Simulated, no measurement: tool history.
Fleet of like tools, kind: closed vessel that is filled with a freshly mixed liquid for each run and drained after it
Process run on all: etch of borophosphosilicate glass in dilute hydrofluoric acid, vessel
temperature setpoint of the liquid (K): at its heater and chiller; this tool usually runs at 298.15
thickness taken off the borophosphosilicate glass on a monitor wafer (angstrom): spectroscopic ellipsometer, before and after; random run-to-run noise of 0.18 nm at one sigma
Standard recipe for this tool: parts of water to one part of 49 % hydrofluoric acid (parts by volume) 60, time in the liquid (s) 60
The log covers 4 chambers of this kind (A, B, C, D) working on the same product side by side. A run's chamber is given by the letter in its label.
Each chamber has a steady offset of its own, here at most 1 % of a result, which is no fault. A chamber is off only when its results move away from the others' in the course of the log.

| run | hour | temperature setpoint of the liquid (K) | parts of water to one part of 49 % hydrofluoric acid (parts by volume) | time in the liquid (s) | read-back film thickness of the borophosphosilicate glass reference wafer, read on the same gauge (nm) | thickness taken off the borophosphosilicate glass on a monitor wafer (angstrom) |
|---|---|---|---|---|---|---|
| 1D | 5.9 | 298.15 | 60 | 60 | 89.996 | 425.88 |
| 2B | 14.0 | 298.15 | 60 | 60 | 90.028 | 417.16 |
| 3A | 18.9 | 298.15 | 60 | 60 | 89.990 | 420.21 |
| 4C | 29.1 | 298.15 | 60 | 60 | 90.011 | 425.08 |
| 5B | 35.7 | 298.15 | 60 | 60 | 90.007 | 419.46 |
| 6D | 41.5 | 298.15 | 60 | 60 | 90.006 | 425.68 |
| 7A | 49.0 | 298.15 | 60 | 60 | 90.021 | 421.30 |
| 8C | 57.8 | 298.15 | 60 | 60 | 90.008 | 422.89 |
|  | 63.1 | chamber D: hydrofluoric acid flow meter replaced |
| 9D | 63.3 | 298.15 | 60 | 60 | 89.992 | 424.39 |
|  | 68.1 | chamber C: hydrofluoric acid flow meter replaced |
| 10B | 70.2 | 298.15 | 60 | 60 | 89.979 | 422.63 |
| 11A | 80.5 | 298.15 | 60 | 60 | 90.003 | 422.51 |
| 12C | 87.1 | 301.15 | 60 | 40 | 90.036 | 318.28 |
| 13B | 92.9 | 301.15 | 60 | 40 | 89.992 | 319.13 |
| 14C | 97.6 | 301.15 | 60 | 40 | 89.990 | 322.81 |
| 15D | 104.1 | 301.15 | 60 | 40 | 89.962 | 318.44 |
| 16A | 112.4 | 298.15 | 60 | 60 | 89.963 | 419.51 |
| 17D | 121.0 | 298.15 | 60 | 60 | 89.991 | 425.39 |
| 18C | 127.5 | 298.15 | 60 | 60 | 90.002 | 425.92 |
| 19B | 134.2 | 298.15 | 60 | 60 | 90.002 | 420.93 |
|  | 141.4 | chamber A: hydrofluoric acid flow meter replaced |
| 20A | 143.8 | 298.15 | 60 | 60 | 90.009 | 420.96 |
| 21B | 148.3 | 298.15 | 60 | 60 | 90.000 | 421.02 |
| 22D | 152.9 | 298.15 | 60 | 60 | 89.998 | 424.40 |
| 23A | 158.5 | 298.15 | 60 | 60 | 90.006 | 418.54 |
| 24C | 163.2 | 298.15 | 60 | 60 | 90.033 | 423.17 |
| 25B | 171.5 | 298.15 | 60 | 60 | 89.989 | 421.19 |
| 26D | 177.3 | 298.15 | 60 | 60 | 89.984 | 425.00 |
| 27A | 185.3 | 298.15 | 60 | 60 | 90.038 | 421.15 |
| 28C | 193.9 | 298.15 | 60 | 60 | 90.003 | 421.13 |
| 29C | 203.8 | 298.15 | 85 | 90 | 90.015 | 435.39 |
| 30A | 212.6 | 298.15 | 85 | 90 | 90.001 | 434.45 |
| 31B | 217.4 | 298.15 | 85 | 90 | 89.979 | 432.05 |
| 32D | 222.9 | 298.15 | 85 | 90 | 90.041 | 434.17 |
| 33C | 230.1 | 298.15 | 60 | 60 | 90.019 | 425.83 |
| 34D | 237.5 | 294.15 | 45 | 60 | 90.026 | 494.73 |
| 35A | 242.1 | 294.15 | 45 | 60 | 90.012 | 477.34 |
|  | 246.0 | chamber C: thermometer replaced |
| 36B | 249.9 | 294.15 | 45 | 60 | 90.018 | 485.77 |
| 37D | 260.0 | 294.15 | 45 | 60 | 89.999 | 493.34 |
| 38B | 267.0 | 301.65 | 45 | 60 | 90.006 | 658.20 |
| 39A | 272.0 | 301.65 | 45 | 60 | 89.960 | 657.51 |
| 40C | 279.0 | 301.65 | 45 | 60 | 90.008 | 672.41 |
| 41D | 289.1 | 301.65 | 45 | 60 | 90.004 | 666.26 |
| 42B | 298.4 | 298.15 | 60 | 60 | 90.017 | 423.52 |
| 43C | 305.3 | 296.15 | 60 | 60 | 89.993 | 391.61 |
| 44A | 310.6 | 296.15 | 60 | 60 | 90.028 | 384.60 |

For the next run the whole fleet of 4 chambers uses the same settings. Give each chamber's results:
| 45A | 318.0 | 300.65 | 60 | 60 |  | ? |
| 45B | 318.0 | 300.65 | 60 | 60 |  | ? |
| 45C | 318.0 | 300.65 | 60 | 60 |  | ? |
| 45D | 318.0 | 300.65 | 60 | 60 |  | ? |

| run | thickness taken off the borophosphosilicate glass on a monitor wafer (angstrom) |
|---|---|
| 45A | 464.98 |
| 45B | 463.51 |
| 45C | 472.38 |
| 45D | 468.80 |
